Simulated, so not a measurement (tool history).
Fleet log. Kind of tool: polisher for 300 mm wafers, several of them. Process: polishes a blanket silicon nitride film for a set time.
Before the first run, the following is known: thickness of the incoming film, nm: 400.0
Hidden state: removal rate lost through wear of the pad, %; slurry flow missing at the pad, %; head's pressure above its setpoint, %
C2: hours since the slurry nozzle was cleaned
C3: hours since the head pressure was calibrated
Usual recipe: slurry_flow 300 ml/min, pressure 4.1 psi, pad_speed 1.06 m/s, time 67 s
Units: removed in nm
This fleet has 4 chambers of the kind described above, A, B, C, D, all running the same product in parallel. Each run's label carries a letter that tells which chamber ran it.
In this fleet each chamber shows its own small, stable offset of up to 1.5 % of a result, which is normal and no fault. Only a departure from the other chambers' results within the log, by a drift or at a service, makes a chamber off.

run 1B hour=7 | slurry_flow=300 pressure=4.1 pad_speed=1.06 time=67 | wafers_polished_on_this_pad=850 C2=180.3 C3=816.2 | removed=143.58
-- hour=10.5 chamber B: worn pad replaced by a new one
run 2A hour=13.9 | slurry_flow=300 pressure=4.1 pad_speed=1.06 time=67 | wafers_polished_on_this_pad=1235 C2=124.1 C3=51.3 | removed=143.96
-- hour=16.4 chamber A: worn pad replaced by a new one
run 3D hour=21.1 | slurry_flow=300 pressure=4.1 pad_speed=1.06 time=67 | wafers_polished_on_this_pad=668 C2=148.7 C3=143.6 | removed=142.05
run 4C hour=29.4 | slurry_flow=300 pressure=4.1 pad_speed=1.06 time=67 | wafers_polished_on_this_pad=865 C2=101.8 C3=181.2 | removed=140.76
run 5D hour=34.5 | slurry_flow=300 pressure=4.1 pad_speed=1.06 time=67 | wafers_polished_on_this_pad=843 C2=162.1 C3=157 | removed=140.66
-- hour=39.9 chamber B: slurry nozzle cleaned
run 6B hour=43.3 | slurry_flow=300 pressure=4.1 pad_speed=1.06 time=67 | wafers_polished_on_this_pad=430 C2=3.5 C3=852.5 | removed=146.38
-- hour=44.5 chamber C: worn pad replaced by a new one
-- hour=48 chamber D: worn pad replaced by a new one
run 7A hour=49.6 | slurry_flow=300 pressure=4.1 pad_speed=1.06 time=67 | wafers_polished_on_this_pad=434 C2=159.8 C3=87 | removed=145.24
run 8C hour=54.7 | slurry_flow=300 pressure=2.9 pad_speed=1.06 time=67 | wafers_polished_on_this_pad=134 C2=127.1 C3=206.5 | removed=99.669
run 9D hour=60.3 | slurry_flow=300 pressure=2.9 pad_speed=1.06 time=67 | wafers_polished_on_this_pad=161 C2=187.9 C3=182.8 | removed=99.106
run 10A hour=69.8 | slurry_flow=300 pressure=2.9 pad_speed=1.06 time=67 | wafers_polished_on_this_pad=698 C2=180 C3=107.2 | removed=101.08
-- hour=71.1 chamber B: worn pad replaced by a new one
run 11B hour=78.3 | slurry_flow=300 pressure=2.9 pad_speed=1.06 time=67 | wafers_polished_on_this_pad=94 C2=38.5 C3=887.5 | removed=104.71
run 12C hour=88.9 | slurry_flow=300 pressure=2.8 pad_speed=0.84 time=67 | wafers_polished_on_this_pad=581 C2=161.3 C3=240.7 | removed=79.269
run 13A hour=98.2 | slurry_flow=300 pressure=2.8 pad_speed=0.84 time=67 | wafers_polished_on_this_pad=1070 C2=208.4 C3=135.6 | removed=79.142
run 14C hour=107 | slurry_flow=300 pressure=2.8 pad_speed=0.84 time=67 | wafers_polished_on_this_pad=818 C2=179.4 C3=258.8 | removed=79.543
-- hour=110 chamber C: worn pad replaced by a new one
-- hour=114.6 chamber A: worn pad replaced by a new one
run 15D hour=115 | slurry_flow=300 pressure=2.8 pad_speed=0.84 time=67 | wafers_polished_on_this_pad=877 C2=242.6 C3=237.5 | removed=78.756
run 16B hour=124.3 | slurry_flow=300 pressure=4.1 pad_speed=1.06 time=67 | wafers_polished_on_this_pad=696 C2=84.5 C3=933.5 | removed=141.75
-- hour=125.2 chamber D: worn pad replaced by a new one
-- hour=128.8 chamber B: worn pad replaced by a new one
run 17C hour=131 | slurry_flow=300 pressure=4.1 pad_speed=1.06 time=67 | wafers_polished_on_this_pad=275 C2=203.4 C3=282.8 | removed=137.97
run 18D hour=137.3 | slurry_flow=300 pressure=4.1 pad_speed=1.26 time=80 | wafers_polished_on_this_pad=158 C2=264.9 C3=259.8 | removed=191.47
-- hour=139.9 chamber C: head pressure recalibrated
run 19B hour=142.5 | slurry_flow=300 pressure=4.1 pad_speed=1.26 time=80 | wafers_polished_on_this_pad=179 C2=102.7 C3=951.7 | removed=198.95
run 20A hour=148.3 | slurry_flow=300 pressure=4.1 pad_speed=1.26 time=80 | wafers_polished_on_this_pad=442 C2=258.5 C3=185.7 | removed=196.65
run 21C hour=153.6 | slurry_flow=300 pressure=4.1 pad_speed=1.26 time=80 | wafers_polished_on_this_pad=570 C2=226 C3=13.7 | removed=210.74
run 22A hour=159.9 | slurry_flow=300 pressure=4.1 pad_speed=1.06 time=67 | wafers_polished_on_this_pad=593 C2=270.1 C3=197.3 | removed=142.78
run 23D hour=164.8 | slurry_flow=300 pressure=4.1 pad_speed=1.06 time=67 | wafers_polished_on_this_pad=518 C2=292.4 C3=287.3 | removed=144.58
run 24B hour=173.5 | slurry_flow=300 pressure=4.1 pad_speed=1.06 time=67 | wafers_polished_on_this_pad=585 C2=133.7 C3=982.7 | removed=144.64
run 25D hour=180.9 | slurry_flow=300 pressure=4.1 pad_speed=1.06 time=67 | wafers_polished_on_this_pad=728 C2=308.5 C3=303.4 | removed=140.57
-- hour=188.6 chamber B: worn pad replaced by a new one
run 26C hour=189.2 | slurry_flow=300 pressure=4.1 pad_speed=1.06 time=67 | wafers_polished_on_this_pad=1036 C2=261.6 C3=49.3 | removed=151.54
-- hour=189.5 chamber C: worn pad replaced by a new one
run 27B hour=195.3 | slurry_flow=300 pressure=4.1 pad_speed=1.06 time=67 | wafers_polished_on_this_pad=88 C2=155.5 C3=1004.5 | removed=144.81
run 28A hour=204.5 | slurry_flow=300 pressure=4.1 pad_speed=1.06 time=67 | wafers_polished_on_this_pad=1177 C2=314.7 C3=241.9 | removed=141.1
-- hour=210.9 chamber D: worn pad replaced by a new one
run 29C hour=214.4 | slurry_flow=300 pressure=4.1 pad_speed=1.06 time=67 | wafers_polished_on_this_pad=326 C2=286.8 C3=74.5 | removed=157.38
-- hour=221.2 chamber A: worn pad replaced by a new one
run 30B hour=222.1 | slurry_flow=300 pressure=4.1 pad_speed=1.06 time=67 | wafers_polished_on_this_pad=439 C2=182.3 C3=1031.3 | removed=143.5
run 31D hour=232 | slurry_flow=300 pressure=4.1 pad_speed=1.06 time=67 | wafers_polished_on_this_pad=276 C2=359.6 C3=354.5 | removed=140.5
run 32A hour=241.2 | slurry_flow=300 pressure=4.1 pad_speed=1.06 time=67 | wafers_polished_on_this_pad=262 C2=351.4 C3=278.6 | removed=140.68
-- hour=243 chamber B: worn pad replaced by a new one
run 33A hour=250.3 | slurry_flow=300 pressure=4.1 pad_speed=1.06 time=67 | wafers_polished_on_this_pad=381 C2=360.5 C3=287.7 | removed=141.71
run 34B hour=259.8 | slurry_flow=300 pressure=4.1 pad_speed=1.06 time=67 | wafers_polished_on_this_pad=220 C2=220 C3=1069 | removed=143.16
-- hour=262.9 chamber B: slurry nozzle cleaned
-- hour=265.1 chamber A: slurry nozzle cleaned
run 35D hour=267.8 | slurry_flow=300 pressure=4.1 pad_speed=1.06 time=67 | wafers_polished_on_this_pad=744 C2=395.4 C3=390.3 | removed=142.16
run 36C hour=273.3 | slurry_flow=300 pressure=4.1 pad_speed=1.06 time=67 | wafers_polished_on_this_pad=1097 C2=345.7 C3=133.4 | removed=155.49
-- hour=274.7 chamber C: worn pad replaced by a new one
run 37D hour=278.4 | slurry_flow=300 pressure=4.1 pad_speed=1.06 time=67 | wafers_polished_on_this_pad=883 C2=406 C3=400.9 | removed=142.87
run 38C hour=284.7 | slurry_flow=300 pressure=4.1 pad_speed=1.06 time=47 | wafers_polished_on_this_pad=130 C2=357.1 C3=144.8 | removed=109.43
run 39B hour=293 | slurry_flow=300 pressure=4.1 pad_speed=1.06 time=47 | wafers_polished_on_this_pad=654 C2=30.2 C3=1102.2 | removed=102.32
-- hour=294.5 chamber A: head pressure recalibrated
run 40A hour=302.1 | slurry_flow=300 pressure=4.1 pad_speed=1.06 time=47 | wafers_polished_on_this_pad=1059 C2=37.1 C3=7.6 | removed=100.46
run 41C hour=312.6 | slurry_flow=300 pressure=4.1 pad_speed=1.06 time=47 | wafers_polished_on_this_pad=495 C2=385 C3=172.7 | removed=109.12

Next, every chamber runs the same settings. What will each give?
run 42A hour=320.3 | slurry_flow=300 pressure=2.8 pad_speed=1.06 time=67 | removed=?
run 42B hour=320.3 | slurry_flow=300 pressure=2.8 pad_speed=1.06 time=67 | removed=?
run 42C hour=320.3 | slurry_flow=300 pressure=2.8 pad_speed=1.06 time=67 | removed=?
run 42D hour=320.3 | slurry_flow=300 pressure=2.8 pad_speed=1.06 time=67 | removed=?

run=42A removed=96.906
run=42B removed=100.23
run=42C removed=106.31
run=42D removed=96.201
